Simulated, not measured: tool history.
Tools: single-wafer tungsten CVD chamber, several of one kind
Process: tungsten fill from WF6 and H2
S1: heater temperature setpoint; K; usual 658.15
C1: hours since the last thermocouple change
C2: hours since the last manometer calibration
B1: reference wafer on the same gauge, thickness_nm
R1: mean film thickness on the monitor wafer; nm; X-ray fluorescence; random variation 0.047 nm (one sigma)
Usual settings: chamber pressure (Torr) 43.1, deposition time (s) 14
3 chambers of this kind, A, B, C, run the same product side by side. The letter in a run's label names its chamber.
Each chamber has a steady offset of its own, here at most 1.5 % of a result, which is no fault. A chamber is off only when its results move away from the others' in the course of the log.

Run 1A, hour 12.2: usual settings; C1 1882.1; C2 880.6; B1 33.501. Result: R1 36.429 nm.
Run 2C, hour 21.1: usual settings; C1 1358.4; C2 1053.3; B1 33.492. Result: R1 36.143 nm.
Run 3B, hour 31.4: usual settings; C1 2920.2; C2 36.6; B1 33.49. Result: R1 36.197 nm.
Run 4C, hour 46.1: usual settings; C1 1383.4; C2 1078.3; B1 33.486. Result: R1 36.179 nm.
Run 5B, hour 60.5: usual settings; C1 2949.3; C2 65.7; B1 33.491. Result: R1 36.18 nm.
Run 6A, hour 70: usual settings; C1 1939.9; C2 938.4; B1 33.473. Result: R1 36.37 nm.
Run 7A, hour 76.9: usual settings; C1 1946.8; C2 945.3; B1 33.457. Result: R1 36.365 nm.
Run 8B, hour 90.5: usual settings; C1 2979.3; C2 95.7; B1 33.468. Result: R1 36.078 nm.
Run 9C, hour 102.9: usual settings; C1 1440.2; C2 1135.1; B1 33.454. Result: R1 36.08 nm.
Run 10C, hour 111.7: usual settings; C1 1449; C2 1143.9; B1 33.456. Result: R1 36.167 nm.
Run 11A, hour 122.9: usual settings; C1 1992.8; C2 991.3; B1 33.452. Result: R1 36.318 nm.
Run 12B, hour 129.7: usual settings; C1 3018.5; C2 134.9; B1 33.445. Result: R1 36.037 nm.
Run 13C, hour 136.6: usual settings; C1 1473.9; C2 1168.8; B1 33.451. Result: R1 36.069 nm.
Run 14A, hour 150: usual settings; C1 2019.9; C2 1018.4; B1 33.433. Result: R1 36.264 nm.
Run 15B, hour 157.4: usual settings; C1 3046.2; C2 162.6; B1 33.433. Result: R1 36.14 nm.
Run 16C, hour 166.3: usual settings; C1 1503.6; C2 1198.5; B1 33.419. Result: R1 36.139 nm.
Run 17B, hour 174.2: usual settings but deposition time (s) 11.7; C1 3063; C2 179.4; B1 33.423. Result: R1 30.182 nm.
Run 18A, hour 183.2: usual settings but deposition time (s) 11.7; C1 2053.1; C2 1051.6; B1 33.426. Result: R1 30.255 nm.
Run 19A, hour 195.1: usual settings but deposition time (s) 11.7; C1 2065; C2 1063.5; B1 33.424. Result: R1 30.317 nm.
At hour 197.5: chamber B: thermocouple changed; heater temperature recalibrated.
Run 20C, hour 207.9: usual settings; C1 1545.2; C2 1240.1; B1 33.414. Result: R1 36.102 nm.
Run 21B, hour 219.4: usual settings; C1 22; C2 224.6; B1 33.4. Result: R1 36.187 nm.
Run 22B, hour 234.3: usual settings but deposition time (s) 16.1; C1 36.9; C2 239.5; B1 33.413. Result: R1 41.655 nm.
Run 23C, hour 247.2: usual settings but deposition time (s) 16.1; C1 1584.5; C2 1279.4; B1 33.389. Result: R1 41.633 nm.
Run 24A, hour 261: usual settings but deposition time (s) 16.1; C1 2130.9; C2 1129.4; B1 33.38. Result: R1 41.741 nm.
Run 25C, hour 273.2: usual settings; C1 1610.5; C2 1305.4; B1 33.388. Result: R1 36.01 nm.
Run 26A, hour 284.3: usual settings; C1 2154.2; C2 1152.7; B1 33.377. Result: R1 36.281 nm.
Run 27B, hour 292.8: usual settings; C1 95.4; C2 298; B1 33.375. Result: R1 36.087 nm.
At hour 296.2: chamber C: thermocouple changed; heater temperature recalibrated.
Run 28C, hour 303.6: usual settings; C1 7.4; C2 1335.8; B1 33.372. Result: R1 36.067 nm.
Run 29A, hour 311.9: usual settings; C1 2181.8; C2 1180.3; B1 33.36. Result: R1 36.238 nm.
Run 30B, hour 322.8: usual settings but chamber pressure (Torr) 49.2, deposition time (s) 12.4; C1 125.4; C2 328; B1 33.35. Result: R1 33.888 nm.
Run 31B, hour 333: usual settings but chamber pressure (Torr) 49.2, deposition time (s) 12.4; C1 135.6; C2 338.2; B1 33.361. Result: R1 33.838 nm.
Run 32A, hour 344: usual settings but chamber pressure (Torr) 49.2, deposition time (s) 12.4; C1 2213.9; C2 1212.4; B1 33.343. Result: R1 34.002 nm.
Run 33C, hour 356: usual settings; C1 59.8; C2 1388.2; B1 33.348. Result: R1 36.044 nm.
Run 34C, hour 363.5: usual settings; C1 67.3; C2 1395.7; B1 33.342. Result: R1 36.058 nm.
Run 35A, hour 375: usual settings; C1 2244.9; C2 1243.4; B1 33.348. Result: R1 36.236 nm.
Run 36B, hour 388.9: usual settings; C1 191.5; C2 394.1; B1 33.331. Result: R1 36.051 nm.
Run 37A, hour 396.6: usual settings; C1 2266.5; C2 1265; B1 33.336. Result: R1 36.162 nm.
Run 38B, hour 405: usual settings; C1 207.6; C2 410.2; B1 33.323. Result: R1 36.014 nm.

All 3 chambers run these settings next. Forecast each chamber's results:
Run 39A, hour 415.6: usual settings. Result: R1 ?.
Run 39B, hour 415.6: usual settings. Result: R1 ?.
Run 39C, hour 415.6: usual settings. Result: R1 ?.

run      R1
39A  36.169
39B  36.105
39C  36.048
